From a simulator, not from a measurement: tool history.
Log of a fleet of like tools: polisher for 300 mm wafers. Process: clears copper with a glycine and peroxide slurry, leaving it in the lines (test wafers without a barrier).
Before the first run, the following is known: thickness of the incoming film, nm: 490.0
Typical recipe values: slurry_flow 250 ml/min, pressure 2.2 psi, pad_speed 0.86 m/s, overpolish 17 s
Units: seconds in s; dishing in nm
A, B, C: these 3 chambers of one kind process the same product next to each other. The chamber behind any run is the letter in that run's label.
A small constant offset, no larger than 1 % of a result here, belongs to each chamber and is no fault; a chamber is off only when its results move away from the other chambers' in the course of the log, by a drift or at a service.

run     day  slurry_flow  pressure  pad_speed  overpolish  wafers polished on this pad  hours since the slurry nozzle was cleaned  hours since the head pressure was calibrated  seconds  dishing
 1C   0.633          250       2.2       0.86          17                          985                                       79.3                                         371.5   134.39   43.608
      0.892  -- chamber C: worn pad replaced by a new one
 2A   1.104          250       2.2       0.86          17                          408                                      219.0                                         290.2   132.78   43.101
 3B   1.775          250       2.2       0.86          17                          469                                      264.9                                         616.5   131.00   43.960
 4B   2.442          250       2.2       0.86          17                          643                                      280.9                                         632.5   133.14   44.416
      2.671  -- chamber B: worn pad replaced by a new one
 5C   2.775          215       1.9       0.86          17                          492                                      130.7                                         422.9   148.44   38.373
 6A   3.329          215       1.9       0.86          17                          990                                      272.4                                         343.6   153.27   39.883
      3.525  -- chamber A: worn pad replaced by a new one
 7B   3.700          215       1.9       0.86          17                          269                                      311.1                                         662.7   150.25   39.823
 8A   4.238          250       2.2       0.86          17                          186                                      294.2                                         365.4   133.31   43.744
      4.325  -- chamber C: worn pad replaced by a new one
 9C   4.879          250       2.2       0.86          17                          144                                      181.2                                         473.4   129.86   43.111
      5.321  -- chamber B: worn pad replaced by a new one
      5.429  -- chamber A: head pressure recalibrated
10C   5.446          250       2.2       0.86          17                          293                                      194.8                                         487.0   130.38   43.721
11B   5.867          250       2.2       0.86          17                          142                                      363.1                                         714.7   135.33   43.083
12A   6.192          250       2.2       0.86          17                          697                                      341.1                                          18.3   136.71   44.103
13B   6.517          250       2.2       0.86          17                          312                                      378.7                                         730.3   131.94   43.395
14C   6.921          250       2.2       0.86          17                          678                                      230.2                                         522.4   128.54   44.117
      6.933  -- chamber A: worn pad replaced by a new one
15A   7.358          250       2.2       0.86          17                          111                                      369.1                                          46.3   134.85   44.557
16A   7.792          250       2.2       0.86          17                          224                                      379.5                                          56.7   134.30   44.006
      8.033  -- chamber B: worn pad replaced by a new one
      8.275  -- chamber C: worn pad replaced by a new one
17C   8.283          250       2.2       0.86          17                            3                                      262.9                                         555.1   131.92   42.860
18B   8.833          250       2.2       0.66          17                          209                                      434.3                                         785.9   159.58   37.078
19A   9.246          250       2.2       0.66          17                          604                                      414.4                                          91.6   161.78   37.379
20B   9.679          250       2.2       0.66          17                          430                                      454.6                                         806.2   160.08   35.950
21C  10.196          250       2.2       0.86          17                          503                                      308.8                                         601.0   127.61   43.611
     10.267  -- chamber A: worn pad replaced by a new one
     10.550  -- chamber B: worn pad replaced by a new one
22C  10.617          250       2.2       0.86          17                          613                                      318.9                                         611.1   132.49   43.763
23B  11.200          250       2.2       0.86          17                          170                                      491.1                                         842.7   130.70   44.332
24A  11.608          190       1.9       0.86          17                          350                                      471.1                                         148.3   151.51   39.639
     11.621  -- chamber C: worn pad replaced by a new one
25A  12.296          190       1.9       0.86          17                          530                                      487.6                                         164.8   152.07   38.090
26B  12.962          190       1.9       0.86          17                          630                                      533.4                                         885.0   152.59   38.949
27C  13.404          250       2.2       0.86          17                          466                                      385.8                                         678.0   127.79   43.137
     13.562  -- chamber B: worn pad replaced by a new one
28C  13.867          250       2.2       0.86          17                          587                                      396.9                                         689.1   132.69   42.940
29B  14.429          250       1.9       0.86          17                          226                                      568.6                                         920.2   150.73   40.016

Each of the 3 chambers runs these same settings next. Fill in every chamber's results:
30A  14.921          250       2.2       0.86          24                                                                                                                              ?        ?
30B  14.921          250       2.2       0.86          24                                                                                                                              ?        ?
30C  14.921          250       2.2       0.86          24                                                                                                                              ?        ?

run  seconds  dishing
30A   133.04   60.278
30B   130.92   58.857
30C   135.07   57.595
